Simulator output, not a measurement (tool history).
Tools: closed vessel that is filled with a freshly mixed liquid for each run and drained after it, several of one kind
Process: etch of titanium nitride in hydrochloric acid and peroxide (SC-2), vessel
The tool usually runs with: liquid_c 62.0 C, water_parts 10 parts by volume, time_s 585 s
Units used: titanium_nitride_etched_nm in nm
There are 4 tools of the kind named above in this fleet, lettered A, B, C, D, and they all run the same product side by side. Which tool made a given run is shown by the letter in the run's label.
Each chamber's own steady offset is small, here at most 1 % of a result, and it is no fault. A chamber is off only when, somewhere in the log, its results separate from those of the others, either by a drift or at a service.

run,hour,liquid_c,water_parts,time_s,hours since the thermometer was replaced,hours since the chemicals flow meter was replaced,hours since the drum of peroxide was connected,"read-back film thickness of the titanium nitride reference wafer, read on the same gauge (nm)",titanium_nitride_etched_nm
1B,8.5,62.0,10,585,1750.7,484.4,1120.1,79.991,39.410
2A,17.8,62.0,10,585,707.5,2203.3,249.9,80.034,39.328
3D,29.5,62.0,10,585,119.8,655.7,181.4,80.028,39.389
4C,35.6,62.0,10,585,872.0,419.3,286.9,80.008,39.637
5D,47.9,62.0,10,585,138.2,674.1,199.8,80.006,39.690
6A,56.7,62.0,10,585,746.4,2242.2,288.8,79.986,39.676
7C,63.9,71.5,6,585,900.3,447.6,315.2,80.004,106.130
8B,69.5,71.5,6,585,1811.7,545.4,1181.1,80.012,105.730
9B,80.9,71.5,6,585,1823.1,556.8,1192.5,80.011,104.760
10D,87.6,71.5,6,585,177.9,713.8,239.5,80.009,105.820
# hour 92.5: chamber A: chemicals flow meter replaced
11C,97.2,62.0,10,585,933.6,480.9,348.5,79.993,39.586
# hour 102.8: chamber B: new drum of peroxide connected
12A,107.5,62.0,10,585,797.2,15.0,339.6,79.957,39.215
13C,115.4,62.0,10,585,951.8,499.1,366.7,80.034,40.145
14A,124.7,62.0,10,585,814.4,32.2,356.8,80.017,39.367
15B,132.2,62.0,10,585,1874.4,608.1,29.5,79.960,39.494
16D,139.7,62.0,10,585,230.0,765.9,291.6,79.979,39.538
17A,151.0,62.0,10,585,840.7,58.5,383.1,79.995,39.621
18B,162.6,62.0,10,585,1904.8,638.5,59.9,80.028,39.760
19D,174.1,62.0,10,585,264.4,800.3,326.0,79.995,39.339
20C,186.3,62.0,10,585,1022.7,570.0,437.6,79.942,38.797
21D,192.5,62.0,10,585,282.8,818.7,344.4,79.984,39.196
22A,199.3,62.0,10,585,889.0,106.8,431.4,80.033,39.520
23C,204.9,62.0,10,585,1041.3,588.6,456.2,79.989,38.494
24B,215.3,62.0,10,585,1957.5,691.2,112.6,80.003,39.357
25B,225.9,62.0,10,585,1968.1,701.8,123.2,80.006,39.771
26C,236.3,62.0,12,585,1072.7,620.0,487.6,80.019,32.946
27A,247.7,62.0,12,585,937.4,155.2,479.8,79.996,33.678
28D,253.5,62.0,12,585,343.8,879.7,405.4,80.009,33.972
29C,260.3,62.0,12,585,1096.7,644.0,511.6,79.977,32.649
30B,266.1,62.0,10,585,2008.3,742.0,163.4,79.999,39.523
31A,278.3,71.5,10,585,968.0,185.8,510.4,79.974,69.890
32D,290.5,71.5,10,585,380.8,916.7,442.4,80.008,70.572
33C,296.0,71.5,10,585,1132.4,679.7,547.3,79.973,67.551
34A,304.9,71.5,10,585,994.6,212.4,537.0,79.968,70.136
35B,311.3,62.0,14,775,2053.5,787.2,208.6,79.994,39.650
36D,321.2,62.0,14,775,411.5,947.4,473.1,80.001,39.529

Next, every chamber runs the same settings. What will each give?
37A,330.0,62.0,10,585,,,,,?
37B,330.0,62.0,10,585,,,,,?
37C,330.0,62.0,10,585,,,,,?
37D,330.0,62.0,10,585,,,,,?

run,titanium_nitride_etched_nm
37A,39.555
37B,39.540
37C,36.991
37D,39.382

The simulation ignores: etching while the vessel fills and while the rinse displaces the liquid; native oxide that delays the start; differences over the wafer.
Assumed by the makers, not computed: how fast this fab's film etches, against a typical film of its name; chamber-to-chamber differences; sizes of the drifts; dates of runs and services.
